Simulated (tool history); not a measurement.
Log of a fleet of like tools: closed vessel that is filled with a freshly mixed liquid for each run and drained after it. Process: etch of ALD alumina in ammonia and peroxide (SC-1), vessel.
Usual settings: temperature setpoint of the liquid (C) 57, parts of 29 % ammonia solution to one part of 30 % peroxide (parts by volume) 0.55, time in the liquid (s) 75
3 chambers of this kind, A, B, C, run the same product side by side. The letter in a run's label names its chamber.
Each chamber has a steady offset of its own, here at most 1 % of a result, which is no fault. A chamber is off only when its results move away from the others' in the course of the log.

run	day	temperature setpoint of the liquid (C)	parts of 29 % ammonia solution to one part of 30 % peroxide (parts by volume)	time in the liquid (s)	read-back film thickness of the ALD alumina reference wafer, read on the same gauge (nm)	thickness taken off the ALD alumina on a monitor wafer (angstrom)
# day 0.038: chamber C: new drum of ammonia solution connected
1B	0.117	57	0.55	75	40.038	57.018
2C	0.325	57	0.55	75	39.992	55.706
3A	0.488	57	0.55	75	40.003	56.233
4B	0.642	57	0.55	75	39.997	56.933
5A	0.800	65	0.55	75	40.011	83.305
6C	0.942	65	0.55	75	40.020	83.954
7A	1.083	65	0.55	75	40.008	83.752
8B	1.196	57	0.55	75	39.971	56.565
9C	1.383	57	0.55	75	39.976	56.140
10A	1.575	57	0.55	75	40.030	56.541
11B	1.767	57	0.55	75	39.999	56.057
12C	1.908	57	0.55	75	40.006	56.364
13A	2.050	57	0.55	75	40.042	56.289
14B	2.171	57	0.55	75	39.980	55.190
15C	2.362	57	0.55	75	40.048	56.517
16C	2.496	57	0.55	75	39.982	56.055
17A	2.638	57	0.55	75	40.001	56.052
18B	2.838	57	0.55	75	40.017	54.370
19B	3.008	57	0.55	75	40.071	53.857
20C	3.217	57	0.70	90	39.976	69.003
21A	3.338	57	0.70	90	39.966	68.241
22C	3.542	57	0.70	90	40.028	69.136
23B	3.700	57	0.55	75	40.028	53.647
24A	3.817	57	0.55	75	40.008	56.375
25A	4.008	57	0.30	75	40.000	53.016
26B	4.208	57	0.30	75	39.998	50.158
27C	4.312	57	0.30	75	40.047	52.208
28B	4.517	57	0.55	75	40.035	53.485

Next, every chamber runs the same settings. What will each give?
29A	4.667	57	0.55	115		?
29B	4.667	57	0.55	115		?
29C	4.667	57	0.55	115		?

run	thickness taken off the ALD alumina on a monitor wafer (angstrom)
29A	86.366
29B	80.743
29C	85.179

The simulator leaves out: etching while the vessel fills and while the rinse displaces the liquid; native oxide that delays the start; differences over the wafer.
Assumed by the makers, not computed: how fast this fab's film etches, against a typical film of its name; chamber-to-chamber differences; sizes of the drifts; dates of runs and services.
